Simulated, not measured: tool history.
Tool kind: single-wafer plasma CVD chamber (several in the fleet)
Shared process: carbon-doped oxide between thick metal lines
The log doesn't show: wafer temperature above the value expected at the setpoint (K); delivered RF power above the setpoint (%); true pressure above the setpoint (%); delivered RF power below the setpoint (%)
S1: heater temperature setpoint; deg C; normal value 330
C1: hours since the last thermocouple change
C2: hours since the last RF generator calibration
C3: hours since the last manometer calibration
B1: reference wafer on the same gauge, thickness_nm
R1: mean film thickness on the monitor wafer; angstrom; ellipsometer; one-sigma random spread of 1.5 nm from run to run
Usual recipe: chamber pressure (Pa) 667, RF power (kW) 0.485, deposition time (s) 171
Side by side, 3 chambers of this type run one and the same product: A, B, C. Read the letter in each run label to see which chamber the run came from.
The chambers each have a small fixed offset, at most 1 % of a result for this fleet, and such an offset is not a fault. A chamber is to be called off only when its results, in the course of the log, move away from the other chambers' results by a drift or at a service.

-- hour=7.8 chamber B: RF generator calibrated
run 1C hour=9.4 | S1=330 chamber_pressure_(Pa)=667 RF_power_(kW)=0.485 deposition_time_(s)=171 | C1=869.7 C2=2011.0 C3=2699.2 | B1=850.22 | R1=8946.4
-- hour=11.4 chamber A: RF generator calibrated
run 2A hour=22.8 | S1=330 chamber_pressure_(Pa)=667 RF_power_(kW)=0.485 deposition_time_(s)=171 | C1=809.0 C2=11.4 C3=206.9 | B1=850.28 | R1=8895.2
run 3B hour=30.4 | S1=330 chamber_pressure_(Pa)=667 RF_power_(kW)=0.485 deposition_time_(s)=171 | C1=740.6 C2=22.7 C3=1712.0 | B1=850.31 | R1=8888.6
run 4B hour=42.2 | S1=330 chamber_pressure_(Pa)=667 RF_power_(kW)=0.485 deposition_time_(s)=171 | C1=752.4 C2=34.5 C3=1723.8 | B1=850.60 | R1=8891.0
-- hour=47.0 chamber C: capacitance manometer re-zeroed and calibrated
run 5C hour=50.6 | S1=336 chamber_pressure_(Pa)=560 RF_power_(kW)=0.485 deposition_time_(s)=171 | C1=910.9 C2=2052.2 C3=3.7 | B1=850.80 | R1=8603.9
run 6A hour=57.4 | S1=336 chamber_pressure_(Pa)=560 RF_power_(kW)=0.485 deposition_time_(s)=171 | C1=843.6 C2=46.0 C3=241.5 | B1=850.87 | R1=8544.8
run 7A hour=69.8 | S1=336 chamber_pressure_(Pa)=560 RF_power_(kW)=0.485 deposition_time_(s)=171 | C1=856.0 C2=58.4 C3=253.9 | B1=851.61 | R1=8537.4
run 8C hour=81.3 | S1=330 chamber_pressure_(Pa)=667 RF_power_(kW)=0.410 deposition_time_(s)=171 | C1=941.6 C2=2082.9 C3=34.4 | B1=851.91 | R1=8004.8
run 9B hour=89.0 | S1=330 chamber_pressure_(Pa)=667 RF_power_(kW)=0.410 deposition_time_(s)=171 | C1=799.2 C2=81.3 C3=1770.6 | B1=851.91 | R1=7918.3
run 10B hour=97.0 | S1=330 chamber_pressure_(Pa)=667 RF_power_(kW)=0.410 deposition_time_(s)=171 | C1=807.2 C2=89.3 C3=1778.6 | B1=851.43 | R1=7913.8
run 11A hour=108.0 | S1=330 chamber_pressure_(Pa)=667 RF_power_(kW)=0.485 deposition_time_(s)=171 | C1=894.2 C2=96.6 C3=292.1 | B1=851.79 | R1=8897.1
run 12C hour=120.0 | S1=330 chamber_pressure_(Pa)=667 RF_power_(kW)=0.485 deposition_time_(s)=171 | C1=980.3 C2=2121.6 C3=73.1 | B1=851.77 | R1=8954.5
run 13C hour=128.6 | S1=330 chamber_pressure_(Pa)=667 RF_power_(kW)=0.485 deposition_time_(s)=171 | C1=988.9 C2=2130.2 C3=81.7 | B1=852.41 | R1=8960.5
run 14B hour=135.3 | S1=330 chamber_pressure_(Pa)=667 RF_power_(kW)=0.485 deposition_time_(s)=171 | C1=845.5 C2=127.6 C3=1816.9 | B1=852.06 | R1=8909.6
run 15A hour=146.6 | S1=330 chamber_pressure_(Pa)=667 RF_power_(kW)=0.485 deposition_time_(s)=171 | C1=932.8 C2=135.2 C3=330.7 | B1=852.47 | R1=8930.6
run 16A hour=161.0 | S1=330 chamber_pressure_(Pa)=667 RF_power_(kW)=0.485 deposition_time_(s)=171 | C1=947.2 C2=149.6 C3=345.1 | B1=852.69 | R1=8935.3
run 17B hour=175.8 | S1=330 chamber_pressure_(Pa)=667 RF_power_(kW)=0.485 deposition_time_(s)=171 | C1=886.0 C2=168.1 C3=1857.4 | B1=853.06 | R1=8905.8
run 18C hour=190.0 | S1=330 chamber_pressure_(Pa)=667 RF_power_(kW)=0.485 deposition_time_(s)=171 | C1=1050.3 C2=2191.6 C3=143.1 | B1=853.47 | R1=9005.4
run 19C hour=203.6 | S1=330 chamber_pressure_(Pa)=667 RF_power_(kW)=0.485 deposition_time_(s)=171 | C1=1063.9 C2=2205.2 C3=156.7 | B1=853.79 | R1=8975.4
run 20B hour=215.4 | S1=330 chamber_pressure_(Pa)=667 RF_power_(kW)=0.485 deposition_time_(s)=171 | C1=925.6 C2=207.7 C3=1897.0 | B1=853.65 | R1=8897.4
run 21A hour=223.3 | S1=330 chamber_pressure_(Pa)=667 RF_power_(kW)=0.540 deposition_time_(s)=153 | C1=1009.5 C2=211.9 C3=407.4 | B1=853.71 | R1=8581.7
run 22A hour=231.2 | S1=330 chamber_pressure_(Pa)=667 RF_power_(kW)=0.540 deposition_time_(s)=153 | C1=1017.4 C2=219.8 C3=415.3 | B1=853.99 | R1=8559.7
run 23B hour=244.5 | S1=330 chamber_pressure_(Pa)=667 RF_power_(kW)=0.540 deposition_time_(s)=153 | C1=954.7 C2=236.8 C3=1926.1 | B1=854.31 | R1=8539.8
run 24C hour=256.6 | S1=330 chamber_pressure_(Pa)=667 RF_power_(kW)=0.485 deposition_time_(s)=171 | C1=1116.9 C2=2258.2 C3=209.7 | B1=854.39 | R1=9019.1
run 25C hour=266.9 | S1=330 chamber_pressure_(Pa)=667 RF_power_(kW)=0.485 deposition_time_(s)=171 | C1=1127.2 C2=2268.5 C3=220.0 | B1=854.76 | R1=9037.6
run 26B hour=279.2 | S1=330 chamber_pressure_(Pa)=667 RF_power_(kW)=0.485 deposition_time_(s)=171 | C1=989.4 C2=271.5 C3=1960.8 | B1=855.14 | R1=8917.4
run 27A hour=290.8 | S1=330 chamber_pressure_(Pa)=667 RF_power_(kW)=0.530 deposition_time_(s)=171 | C1=1077.0 C2=279.4 C3=474.9 | B1=855.13 | R1=9452.4
run 28A hour=301.3 | S1=330 chamber_pressure_(Pa)=667 RF_power_(kW)=0.530 deposition_time_(s)=171 | C1=1087.5 C2=289.9 C3=485.4 | B1=855.45 | R1=9481.2
run 29C hour=309.2 | S1=330 chamber_pressure_(Pa)=667 RF_power_(kW)=0.530 deposition_time_(s)=171 | C1=1169.5 C2=2310.8 C3=262.3 | B1=855.76 | R1=9545.6

Is one chamber off against the others, does the gauge drift, or is nothing wrong? If a chamber is off, say which, and what the likeliest cause is.

Gauge drift. The chambers move together only on paper, and none stands off.
Cause: gauge reads high (%) = 0.68.
